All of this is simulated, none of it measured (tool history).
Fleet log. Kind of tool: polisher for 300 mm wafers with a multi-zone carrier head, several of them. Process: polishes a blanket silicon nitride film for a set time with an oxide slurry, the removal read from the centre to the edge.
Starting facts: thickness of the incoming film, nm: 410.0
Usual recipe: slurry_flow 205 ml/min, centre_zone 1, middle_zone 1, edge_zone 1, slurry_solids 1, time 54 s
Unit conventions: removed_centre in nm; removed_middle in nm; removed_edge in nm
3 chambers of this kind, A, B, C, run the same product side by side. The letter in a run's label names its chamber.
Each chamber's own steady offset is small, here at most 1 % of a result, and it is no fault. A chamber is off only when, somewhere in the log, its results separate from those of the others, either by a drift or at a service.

run 1A hour=9.4 | slurry_flow=205 centre_zone=1 middle_zone=1 edge_zone=1 slurry_solids=1 time=54 | removed_centre=50.413 removed_middle=49.81 removed_edge=49.459
-- hour=11.5 chamber B: worn pad replaced by a new one
run 2C hour=17.8 | slurry_flow=205 centre_zone=1 middle_zone=1 edge_zone=1 slurry_solids=1 time=54 | removed_centre=50.665 removed_middle=50.242 removed_edge=50.058
run 3B hour=30 | slurry_flow=205 centre_zone=1 middle_zone=1 edge_zone=1 slurry_solids=1 time=54 | removed_centre=49.483 removed_middle=50.397 removed_edge=49.91
run 4A hour=35.9 | slurry_flow=205 centre_zone=1 middle_zone=1 edge_zone=1 slurry_solids=1 time=54 | removed_centre=49.971 removed_middle=51.096 removed_edge=49.97
-- hour=42.9 chamber A: worn pad replaced by a new one
-- hour=45 chamber C: worn pad replaced by a new one
run 5C hour=48.9 | slurry_flow=205 centre_zone=1 middle_zone=1 edge_zone=1 slurry_solids=1.25 time=62 | removed_centre=62.107 removed_middle=62.737 removed_edge=63.156
-- hour=53.4 chamber C: centre zone pressure recalibrated
run 6B hour=61 | slurry_flow=205 centre_zone=1 middle_zone=1 edge_zone=1 slurry_solids=1.25 time=62 | removed_centre=61.918 removed_middle=62.853 removed_edge=62.774
run 7C hour=68.4 | slurry_flow=205 centre_zone=1 middle_zone=1 edge_zone=1 slurry_solids=1.25 time=62 | removed_centre=62.382 removed_middle=63.172 removed_edge=62.674
run 8A hour=76.3 | slurry_flow=205 centre_zone=1 middle_zone=1 edge_zone=1 slurry_solids=1 time=54 | removed_centre=49.769 removed_middle=49.241 removed_edge=49.781
run 9B hour=85.2 | slurry_flow=205 centre_zone=1 middle_zone=1 edge_zone=1 slurry_solids=1 time=54 | removed_centre=49.481 removed_middle=49.491 removed_edge=49.719
-- hour=93.6 chamber B: worn pad replaced by a new one
run 10C hour=96.5 | slurry_flow=205 centre_zone=1 middle_zone=1 edge_zone=1 slurry_solids=1 time=54 | removed_centre=48.937 removed_middle=50.799 removed_edge=50.31
run 11A hour=105 | slurry_flow=205 centre_zone=1 middle_zone=1.07 edge_zone=1 slurry_solids=1 time=54 | removed_centre=49.995 removed_middle=52.974 removed_edge=49.747
run 12B hour=113.4 | slurry_flow=205 centre_zone=1 middle_zone=1.07 edge_zone=1 slurry_solids=1 time=54 | removed_centre=49.908 removed_middle=53.53 removed_edge=50.623
run 13C hour=122.9 | slurry_flow=205 centre_zone=1 middle_zone=1.07 edge_zone=1 slurry_solids=1 time=54 | removed_centre=49.633 removed_middle=52.815 removed_edge=49.091
run 14B hour=130.7 | slurry_flow=205 centre_zone=1 middle_zone=1 edge_zone=1 slurry_solids=1 time=54 | removed_centre=50.063 removed_middle=50.163 removed_edge=49.084
run 15A hour=144.1 | slurry_flow=205 centre_zone=1 middle_zone=1 edge_zone=1 slurry_solids=1 time=54 | removed_centre=49.833 removed_middle=49.897 removed_edge=49.804
run 16C hour=157 | slurry_flow=205 centre_zone=1 middle_zone=1 edge_zone=1 slurry_solids=1 time=54 | removed_centre=49.094 removed_middle=48.798 removed_edge=50.354
run 17A hour=163.8 | slurry_flow=205 centre_zone=1 middle_zone=1 edge_zone=1 slurry_solids=1 time=54 | removed_centre=50.793 removed_middle=49.345 removed_edge=49.321
-- hour=165.2 chamber A: worn pad replaced by a new one
run 18B hour=177 | slurry_flow=205 centre_zone=1 middle_zone=1 edge_zone=1 slurry_solids=1 time=54 | removed_centre=49.597 removed_middle=51.503 removed_edge=49.27
-- hour=180.5 chamber B: worn pad replaced by a new one
run 19B hour=190.4 | slurry_flow=205 centre_zone=1 middle_zone=1 edge_zone=1 slurry_solids=1 time=54 | removed_centre=47.982 removed_middle=49.886 removed_edge=50.262
run 20A hour=201.7 | slurry_flow=205 centre_zone=1 middle_zone=1 edge_zone=1 slurry_solids=1 time=54 | removed_centre=50.165 removed_middle=50.154 removed_edge=49.558
run 21C hour=210 | slurry_flow=205 centre_zone=1 middle_zone=1 edge_zone=1 slurry_solids=1 time=54 | removed_centre=49.185 removed_middle=50.316 removed_edge=50.038

Each of the 3 chambers runs these same settings next. Fill in every chamber's results:
run 22A hour=219.7 | slurry_flow=205 centre_zone=1 middle_zone=0.91 edge_zone=1 slurry_solids=1 time=54 | removed_centre=? removed_middle=? removed_edge=?
run 22B hour=219.7 | slurry_flow=205 centre_zone=1 middle_zone=0.91 edge_zone=1 slurry_solids=1 time=54 | removed_centre=? removed_middle=? removed_edge=?
run 22C hour=219.7 | slurry_flow=205 centre_zone=1 middle_zone=0.91 edge_zone=1 slurry_solids=1 time=54 | removed_centre=? removed_middle=? removed_edge=?

run=22A removed_centre=49.792 removed_middle=44.959 removed_edge=49.792
run=22B removed_centre=50.501 removed_middle=45.579 removed_edge=49.663
run=22C removed_centre=49.402 removed_middle=45.157 removed_edge=49.568
